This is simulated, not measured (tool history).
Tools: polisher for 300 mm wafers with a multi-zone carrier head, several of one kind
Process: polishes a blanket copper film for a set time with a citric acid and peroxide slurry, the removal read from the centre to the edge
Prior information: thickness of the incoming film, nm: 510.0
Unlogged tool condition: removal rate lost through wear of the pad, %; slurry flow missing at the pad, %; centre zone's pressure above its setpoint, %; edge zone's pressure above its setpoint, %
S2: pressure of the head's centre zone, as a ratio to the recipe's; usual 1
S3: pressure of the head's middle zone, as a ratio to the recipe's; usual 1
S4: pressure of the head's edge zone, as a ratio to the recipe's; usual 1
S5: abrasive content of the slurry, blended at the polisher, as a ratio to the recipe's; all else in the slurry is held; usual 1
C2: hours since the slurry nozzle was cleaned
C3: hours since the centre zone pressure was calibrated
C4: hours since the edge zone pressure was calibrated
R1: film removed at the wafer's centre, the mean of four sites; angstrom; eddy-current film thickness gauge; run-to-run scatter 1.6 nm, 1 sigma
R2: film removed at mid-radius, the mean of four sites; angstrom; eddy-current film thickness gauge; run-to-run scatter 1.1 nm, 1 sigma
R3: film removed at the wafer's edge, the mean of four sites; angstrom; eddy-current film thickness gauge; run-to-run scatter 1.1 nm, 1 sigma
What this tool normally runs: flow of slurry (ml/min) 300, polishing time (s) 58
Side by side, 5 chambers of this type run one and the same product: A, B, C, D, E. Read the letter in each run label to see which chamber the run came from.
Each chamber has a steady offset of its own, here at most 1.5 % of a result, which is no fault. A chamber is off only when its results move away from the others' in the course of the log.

-- hour=2.9 chamber D: edge zone pressure recalibrated
run 1B hour=8.6 | flow_of_slurry_(ml/min)=300 S2=1 S3=1 S4=1 S5=1 polishing_time_(s)=58 | wafers_polished_on_this_pad=214 C2=360.5 C3=165.7 C4=137.4 | R1=1643.7 R2=1661.8 R3=1633.6
run 2D hour=16.1 | flow_of_slurry_(ml/min)=300 S2=1 S3=1 S4=1 S5=1 polishing_time_(s)=58 | wafers_polished_on_this_pad=657 C2=492.6 C3=92.7 C4=13.3 | R1=1611.3 R2=1662.2 R3=1597.5
-- hour=17.7 chamber E: worn pad replaced by a new one
-- hour=19 chamber A: worn pad replaced by a new one
-- hour=26.7 chamber D: worn pad replaced by a new one
run 3E hour=27.4 | flow_of_slurry_(ml/min)=300 S2=1 S3=1 S4=1 S5=1 polishing_time_(s)=58 | wafers_polished_on_this_pad=151 C2=213.1 C3=637.9 C4=295.8 | R1=1620.5 R2=1637.4 R3=1654.2
run 4A hour=35.7 | flow_of_slurry_(ml/min)=300 S2=1 S3=1 S4=1 S5=1 polishing_time_(s)=58 | wafers_polished_on_this_pad=260 C2=227.9 C3=145.8 C4=376.8 | R1=1656.3 R2=1626.8 R3=1645.5
-- hour=38.8 chamber C: worn pad replaced by a new one
run 5C hour=43.8 | flow_of_slurry_(ml/min)=300 S2=1 S3=1 S4=1 S5=1 polishing_time_(s)=58 | wafers_polished_on_this_pad=78 C2=493.9 C3=764.8 C4=98.1 | R1=1621.3 R2=1649.6 R3=1650.8
-- hour=48.7 chamber C: slurry nozzle cleaned
run 6A hour=53.6 | flow_of_slurry_(ml/min)=300 S2=1 S3=1 S4=0.96 S5=1 polishing_time_(s)=50 | wafers_polished_on_this_pad=537 C2=245.8 C3=163.7 C4=394.7 | R1=1422.7 R2=1395.7 R3=1373.6
-- hour=56 chamber B: slurry nozzle cleaned
run 7D hour=61.4 | flow_of_slurry_(ml/min)=300 S2=1 S3=1 S4=0.96 S5=1 polishing_time_(s)=50 | wafers_polished_on_this_pad=539 C2=537.9 C3=138 C4=58.6 | R1=1396.7 R2=1431.4 R3=1349.8
run 8E hour=66.8 | flow_of_slurry_(ml/min)=300 S2=1 S3=1 S4=0.96 S5=1 polishing_time_(s)=50 | wafers_polished_on_this_pad=762 C2=252.5 C3=677.3 C4=335.2 | R1=1414.8 R2=1404.5 R3=1389.8
-- hour=74 chamber E: worn pad replaced by a new one
-- hour=75.7 chamber B: worn pad replaced by a new one
run 9B hour=76.3 | flow_of_slurry_(ml/min)=300 S2=1 S3=1 S4=0.96 S5=1 polishing_time_(s)=50 | wafers_polished_on_this_pad=9 C2=20.4 C3=233.4 C4=205.1 | R1=1440.5 R2=1428.9 R3=1383.7
-- hour=78.8 chamber D: worn pad replaced by a new one
run 10C hour=82.2 | flow_of_slurry_(ml/min)=300 S2=1 S3=1 S4=0.96 S5=1 polishing_time_(s)=50 | wafers_polished_on_this_pad=674 C2=33.6 C3=803.2 C4=136.5 | R1=1391.9 R2=1403.2 R3=1387
run 11E hour=91.7 | flow_of_slurry_(ml/min)=300 S2=1 S3=1 S4=0.88 S5=0.85 polishing_time_(s)=58 | wafers_polished_on_this_pad=274 C2=277.4 C3=702.2 C4=360.1 | R1=1560.5 R2=1581.1 R3=1502.6
-- hour=93.1 chamber A: worn pad replaced by a new one
run 12D hour=97.7 | flow_of_slurry_(ml/min)=300 S2=1 S3=1 S4=0.88 S5=0.85 polishing_time_(s)=58 | wafers_polished_on_this_pad=293 C2=574.2 C3=174.3 C4=94.9 | R1=1554.4 R2=1573.7 R3=1471.6
-- hour=98.4 chamber C: worn pad replaced by a new one
run 13C hour=106.8 | flow_of_slurry_(ml/min)=300 S2=1 S3=1 S4=0.88 S5=0.85 polishing_time_(s)=58 | wafers_polished_on_this_pad=131 C2=58.2 C3=827.8 C4=161.1 | R1=1567.6 R2=1559.8 R3=1498.7
run 14B hour=116.1 | flow_of_slurry_(ml/min)=300 S2=1 S3=1 S4=0.88 S5=0.85 polishing_time_(s)=58 | wafers_polished_on_this_pad=626 C2=60.2 C3=273.2 C4=244.9 | R1=1576.9 R2=1586 R3=1489.6
-- hour=122.7 chamber E: worn pad replaced by a new one
run 15A hour=126.3 | flow_of_slurry_(ml/min)=300 S2=1 S3=1 S4=0.88 S5=0.85 polishing_time_(s)=58 | wafers_polished_on_this_pad=514 C2=318.5 C3=236.4 C4=467.4 | R1=1582.6 R2=1583.7 R3=1491.8
run 16E hour=136.4 | flow_of_slurry_(ml/min)=300 S2=1 S3=1 S4=1 S5=1 polishing_time_(s)=58 | wafers_polished_on_this_pad=213 C2=322.1 C3=746.9 C4=404.8 | R1=1623.6 R2=1643.8 R3=1641.9
-- hour=141 chamber D: worn pad replaced by a new one
run 17A hour=145.4 | flow_of_slurry_(ml/min)=300 S2=1 S3=1 S4=1 S5=1 polishing_time_(s)=58 | wafers_polished_on_this_pad=811 C2=337.6 C3=255.5 C4=486.5 | R1=1631.5 R2=1630.3 R3=1646.5
-- hour=148.6 chamber C: worn pad replaced by a new one
-- hour=153.8 chamber B: worn pad replaced by a new one
run 18B hour=156.3 | flow_of_slurry_(ml/min)=300 S2=1 S3=1 S4=1 S5=1 polishing_time_(s)=58 | wafers_polished_on_this_pad=39 C2=100.4 C3=313.4 C4=285.1 | R1=1649.6 R2=1644.8 R3=1635.1
run 19C hour=163.3 | flow_of_slurry_(ml/min)=300 S2=1 S3=1 S4=1 S5=1 polishing_time_(s)=58 | wafers_polished_on_this_pad=228 C2=114.7 C3=884.3 C4=217.6 | R1=1634 R2=1613.7 R3=1637.2
run 20D hour=169.8 | flow_of_slurry_(ml/min)=390 S2=1.07 S3=1 S4=1 S5=1 polishing_time_(s)=58 | wafers_polished_on_this_pad=446 C2=646.3 C3=246.4 C4=167 | R1=1820.1 R2=1694.3 R3=1621
-- hour=173.3 chamber E: worn pad replaced by a new one
-- hour=173.5 chamber A: worn pad replaced by a new one
run 21E hour=179.3 | flow_of_slurry_(ml/min)=390 S2=1.07 S3=1 S4=1 S5=1 polishing_time_(s)=58 | wafers_polished_on_this_pad=93 C2=365 C3=789.8 C4=447.7 | R1=1783.8 R2=1657 R3=1674.4
run 22D hour=189.7 | flow_of_slurry_(ml/min)=390 S2=1.07 S3=1 S4=1 S5=1 polishing_time_(s)=58 | wafers_polished_on_this_pad=755 C2=666.2 C3=266.3 C4=186.9 | R1=1796.2 R2=1673 R3=1657.1
-- hour=195.8 chamber D: worn pad replaced by a new one
run 23A hour=198.5 | flow_of_slurry_(ml/min)=390 S2=1.07 S3=1 S4=1 S5=1 polishing_time_(s)=58 | wafers_polished_on_this_pad=388 C2=390.7 C3=308.6 C4=539.6 | R1=1799.9 R2=1673.3 R3=1681.3
run 24B hour=208.3 | flow_of_slurry_(ml/min)=390 S2=1.07 S3=1 S4=1 S5=1 polishing_time_(s)=58 | wafers_polished_on_this_pad=846 C2=152.4 C3=365.4 C4=337.1 | R1=1834.4 R2=1669.3 R3=1641.4
-- hour=209.4 chamber C: worn pad replaced by a new one
run 25C hour=213.5 | flow_of_slurry_(ml/min)=300 S2=1 S3=1 S4=1 S5=1 polishing_time_(s)=58 | wafers_polished_on_this_pad=64 C2=164.9 C3=934.5 C4=267.8 | R1=1613.2 R2=1611.7 R3=1655.1
run 26B hour=220.3 | flow_of_slurry_(ml/min)=300 S2=1 S3=1 S4=1 S5=1 polishing_time_(s)=58 | wafers_polished_on_this_pad=1032 C2=164.4 C3=377.4 C4=349.1 | R1=1631.7 R2=1639.8 R3=1605.4
-- hour=226.8 chamber E: worn pad replaced by a new one
run 27E hour=231 | flow_of_slurry_(ml/min)=300 S2=1 S3=1 S4=1 S5=1 polishing_time_(s)=58 | wafers_polished_on_this_pad=66 C2=416.7 C3=841.5 C4=499.4 | R1=1639 R2=1649.3 R3=1650.4
run 28A hour=236 | flow_of_slurry_(ml/min)=300 S2=1 S3=1 S4=1 S5=1 polishing_time_(s)=58 | wafers_polished_on_this_pad=969 C2=428.2 C3=346.1 C4=577.1 | R1=1634.3 R2=1625.3 R3=1643.7
-- hour=239.1 chamber B: worn pad replaced by a new one
run 29C hour=241.5 | flow_of_slurry_(ml/min)=300 S2=1 S3=1 S4=1 S5=1 polishing_time_(s)=58 | wafers_polished_on_this_pad=499 C2=192.9 C3=962.5 C4=295.8 | R1=1616.1 R2=1613.7 R3=1656.2
-- hour=242.4 chamber D: slurry nozzle cleaned
-- hour=245.2 chamber A: worn pad replaced by a new one
-- hour=249 chamber D: worn pad replaced by a new one
run 30D hour=251 | flow_of_slurry_(ml/min)=300 S2=1 S3=1 S4=1 S5=1 polishing_time_(s)=58 | wafers_polished_on_this_pad=31 C2=8.6 C3=327.6 C4=248.2 | R1=1644.4 R2=1633.3 R3=1599.9
run 31C hour=261.3 | flow_of_slurry_(ml/min)=300 S2=1 S3=1 S4=1 S5=1 polishing_time_(s)=58 | wafers_polished_on_this_pad=806 C2=212.7 C3=982.3 C4=315.6 | R1=1614.7 R2=1607.6 R3=1641
run 32B hour=272.1 | flow_of_slurry_(ml/min)=300 S2=1 S3=1 S4=1 S5=1 polishing_time_(s)=58 | wafers_polished_on_this_pad=512 C2=216.2 C3=429.2 C4=400.9 | R1=1664.8 R2=1630.5 R3=1625.9
run 33A hour=281.8 | flow_of_slurry_(ml/min)=380 S2=1 S3=1 S4=1 S5=1 polishing_time_(s)=58 | wafers_polished_on_this_pad=568 C2=474 C3=391.9 C4=622.9 | R1=1691.8 R2=1664.6 R3=1666.4

Is one chamber out of step, is the gauge drifting, or do the chambers differ by no more than their own small offsets? For an off chamber, give its letter and the likeliest cause.

No chamber stands off beyond its own small offset, and the gauge holds steady.
